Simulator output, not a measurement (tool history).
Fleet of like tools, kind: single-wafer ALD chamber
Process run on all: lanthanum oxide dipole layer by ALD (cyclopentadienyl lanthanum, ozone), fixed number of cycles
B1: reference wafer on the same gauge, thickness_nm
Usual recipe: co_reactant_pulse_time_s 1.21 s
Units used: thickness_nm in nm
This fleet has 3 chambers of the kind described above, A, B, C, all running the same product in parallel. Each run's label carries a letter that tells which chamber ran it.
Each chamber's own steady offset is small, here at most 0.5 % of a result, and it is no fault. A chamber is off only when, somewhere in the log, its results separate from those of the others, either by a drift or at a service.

run 1A hour=6.5 | co_reactant_pulse_time_s=1.21 | B1=0.58197 | thickness_nm=0.52534
run 2B hour=16.2 | co_reactant_pulse_time_s=1.21 | B1=0.58189 | thickness_nm=0.52801
run 3C hour=23.3 | co_reactant_pulse_time_s=1.21 | B1=0.58174 | thickness_nm=0.52366
run 4B hour=29.4 | co_reactant_pulse_time_s=1.21 | B1=0.58148 | thickness_nm=0.52908
run 5A hour=41.9 | co_reactant_pulse_time_s=1.04 | B1=0.58143 | thickness_nm=0.50469
run 6C hour=48.0 | co_reactant_pulse_time_s=1.04 | B1=0.58137 | thickness_nm=0.50449
run 7C hour=54.6 | co_reactant_pulse_time_s=1.04 | B1=0.58131 | thickness_nm=0.50305
run 8A hour=61.8 | co_reactant_pulse_time_s=1.21 | B1=0.58138 | thickness_nm=0.52631
run 9B hour=71.9 | co_reactant_pulse_time_s=1.21 | B1=0.58106 | thickness_nm=0.52834
run 10C hour=81.4 | co_reactant_pulse_time_s=1.21 | B1=0.58118 | thickness_nm=0.52355
run 11A hour=90.5 | co_reactant_pulse_time_s=1.21 | B1=0.58109 | thickness_nm=0.52522
run 12B hour=98.3 | co_reactant_pulse_time_s=1.21 | B1=0.58093 | thickness_nm=0.52953
run 13B hour=104.0 | co_reactant_pulse_time_s=1.52 | B1=0.58086 | thickness_nm=0.55133
-- hour=104.5 chamber B: thermocouple changed; heater temperature recalibrated
run 14C hour=113.0 | co_reactant_pulse_time_s=1.52 | B1=0.58077 | thickness_nm=0.54519
run 15A hour=119.7 | co_reactant_pulse_time_s=1.52 | B1=0.58049 | thickness_nm=0.54867
run 16A hour=129.7 | co_reactant_pulse_time_s=1.47 | B1=0.58058 | thickness_nm=0.54463
run 17C hour=139.1 | co_reactant_pulse_time_s=1.47 | B1=0.58052 | thickness_nm=0.54197
run 18B hour=147.9 | co_reactant_pulse_time_s=1.47 | B1=0.58048 | thickness_nm=0.54850
run 19C hour=158.8 | co_reactant_pulse_time_s=1.21 | B1=0.58027 | thickness_nm=0.52221
run 20A hour=164.8 | co_reactant_pulse_time_s=1.21 | B1=0.58020 | thickness_nm=0.52558
run 21B hour=176.1 | co_reactant_pulse_time_s=1.21 | B1=0.58006 | thickness_nm=0.52666
run 22C hour=185.3 | co_reactant_pulse_time_s=0.85 | B1=0.57980 | thickness_nm=0.46998
run 23A hour=195.2 | co_reactant_pulse_time_s=0.85 | B1=0.57974 | thickness_nm=0.47026
run 24B hour=202.1 | co_reactant_pulse_time_s=0.85 | B1=0.57977 | thickness_nm=0.47193
run 25C hour=212.7 | co_reactant_pulse_time_s=1.21 | B1=0.57943 | thickness_nm=0.52214
run 26B hour=222.4 | co_reactant_pulse_time_s=1.21 | B1=0.57939 | thickness_nm=0.52626
run 27A hour=234.6 | co_reactant_pulse_time_s=1.21 | B1=0.57925 | thickness_nm=0.52333

Is one chamber off against the others, does the gauge drift, or is nothing wrong? If a chamber is off, say which, and what the likeliest cause is.

Every chamber seems to shift together because the gauge that measures them all drifts; the chambers themselves are fine.
Likeliest cause: gauge reads low (%) = 0.481.
